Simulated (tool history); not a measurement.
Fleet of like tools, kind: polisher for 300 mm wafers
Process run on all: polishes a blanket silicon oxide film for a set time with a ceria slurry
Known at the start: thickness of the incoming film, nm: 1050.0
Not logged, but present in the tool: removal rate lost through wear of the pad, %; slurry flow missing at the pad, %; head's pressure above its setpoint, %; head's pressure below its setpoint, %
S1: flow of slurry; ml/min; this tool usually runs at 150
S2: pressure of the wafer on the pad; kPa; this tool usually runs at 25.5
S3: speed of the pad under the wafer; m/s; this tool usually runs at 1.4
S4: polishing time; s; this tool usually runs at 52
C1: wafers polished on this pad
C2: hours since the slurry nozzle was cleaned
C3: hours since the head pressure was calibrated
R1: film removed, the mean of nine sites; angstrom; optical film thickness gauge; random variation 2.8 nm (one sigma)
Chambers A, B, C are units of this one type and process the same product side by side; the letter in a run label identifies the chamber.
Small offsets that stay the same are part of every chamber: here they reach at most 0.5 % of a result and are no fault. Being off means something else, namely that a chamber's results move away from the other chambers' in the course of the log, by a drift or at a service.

-- hour=2 chamber B: slurry nozzle cleaned
run 1B hour=6.3 | S1=150 S2=25.5 S3=1.4 S4=52 | C1=484 C2=4.3 C3=228.5 | R1=3332.2
run 2A hour=14.8 | S1=150 S2=25.5 S3=1.4 S4=52 | C1=857 C2=448.7 C3=354.1 | R1=3341.3
run 3C hour=25.5 | S1=150 S2=25.5 S3=1.4 S4=52 | C1=603 C2=229.5 C3=126.3 | R1=3288.2
run 4C hour=35.2 | S1=150 S2=25.5 S3=1.4 S4=52 | C1=683 C2=239.2 C3=136 | R1=3312
-- hour=36.5 chamber C: worn pad replaced by a new one
run 5A hour=44.2 | S1=150 S2=25.5 S3=1.4 S4=52 | C1=1100 C2=478.1 C3=383.5 | R1=3311.9
-- hour=49.7 chamber C: slurry nozzle cleaned
-- hour=52.6 chamber A: worn pad replaced by a new one
run 6B hour=53.9 | S1=150 S2=28.3 S3=1.4 S4=58 | C1=877 C2=51.9 C3=276.1 | R1=4085
run 7A hour=63.8 | S1=150 S2=28.3 S3=1.4 S4=58 | C1=93 C2=497.7 C3=403.1 | R1=4107.5
run 8C hour=72.4 | S1=150 S2=28.3 S3=1.4 S4=58 | C1=297 C2=22.7 C3=173.2 | R1=4067.6
run 9B hour=79.4 | S1=150 S2=22.1 S3=1.16 S4=52 | C1=1088 C2=77.4 C3=301.6 | R1=2382
run 10C hour=86.6 | S1=150 S2=22.1 S3=1.16 S4=52 | C1=414 C2=36.9 C3=187.4 | R1=2375.8
run 11B hour=92.9 | S1=150 S2=22.1 S3=1.16 S4=52 | C1=1199 C2=90.9 C3=315.1 | R1=2340.9
-- hour=94.9 chamber A: slurry nozzle cleaned
run 12A hour=98.4 | S1=150 S2=25.5 S3=1.4 S4=52 | C1=379 C2=3.5 C3=437.7 | R1=3296.9
-- hour=98.8 chamber B: worn pad replaced by a new one
run 13A hour=106.6 | S1=150 S2=25.5 S3=1.4 S4=52 | C1=447 C2=11.7 C3=445.9 | R1=3276.8
run 14B hour=117.2 | S1=150 S2=25.5 S3=1.4 S4=52 | C1=152 C2=115.2 C3=339.4 | R1=3222.9
-- hour=121 chamber C: worn pad replaced by a new one
run 15C hour=122.9 | S1=150 S2=17.9 S3=1.4 S4=36 | C1=15 C2=73.2 C3=223.7 | R1=1621
run 16B hour=131.1 | S1=150 S2=17.9 S3=1.4 S4=36 | C1=267 C2=129.1 C3=353.3 | R1=1548.8
run 17A hour=140 | S1=150 S2=17.9 S3=1.4 S4=36 | C1=723 C2=45.1 C3=479.3 | R1=1602.1
run 18C hour=148.4 | S1=150 S2=25.5 S3=1.4 S4=52 | C1=226 C2=98.7 C3=249.2 | R1=3300.3
run 19A hour=156.9 | S1=150 S2=25.5 S3=1.4 S4=52 | C1=862 C2=62 C3=496.2 | R1=3309.2
run 20C hour=163.3 | S1=150 S2=25.5 S3=1.4 S4=52 | C1=349 C2=113.6 C3=264.1 | R1=3335.7
run 21B hour=173.7 | S1=150 S2=25.5 S3=1.4 S4=36 | C1=619 C2=171.7 C3=395.9 | R1=2128.3
run 22A hour=181 | S1=150 S2=25.5 S3=1.4 S4=36 | C1=1061 C2=86.1 C3=520.3 | R1=2281.3
run 23B hour=186.9 | S1=150 S2=25.5 S3=1.4 S4=36 | C1=728 C2=184.9 C3=409.1 | R1=2138.3
run 24C hour=197.1 | S1=150 S2=25.5 S3=1.4 S4=52 | C1=628 C2=147.4 C3=297.9 | R1=3369.8
-- hour=197.4 chamber A: worn pad replaced by a new one
run 25B hour=204.1 | S1=150 S2=25.5 S3=1.4 S4=52 | C1=870 C2=202.1 C3=426.3 | R1=3022
run 26C hour=214 | S1=150 S2=25.5 S3=1.4 S4=52 | C1=768 C2=164.3 C3=314.8 | R1=3282.3
run 27A hour=219.1 | S1=150 S2=25.5 S3=1.4 S4=52 | C1=179 C2=124.2 C3=558.4 | R1=3296.9

Next, every chamber runs the same settings. What will each give?
run 28A hour=227.1 | S1=150 S2=25.5 S3=1.62 S4=52 | R1=?
run 28B hour=227.1 | S1=150 S2=25.5 S3=1.62 S4=52 | R1=?
run 28C hour=227.1 | S1=150 S2=25.5 S3=1.62 S4=52 | R1=?

run=28A R1=3901
run=28B R1=3477.9
run=28C R1=3757.6
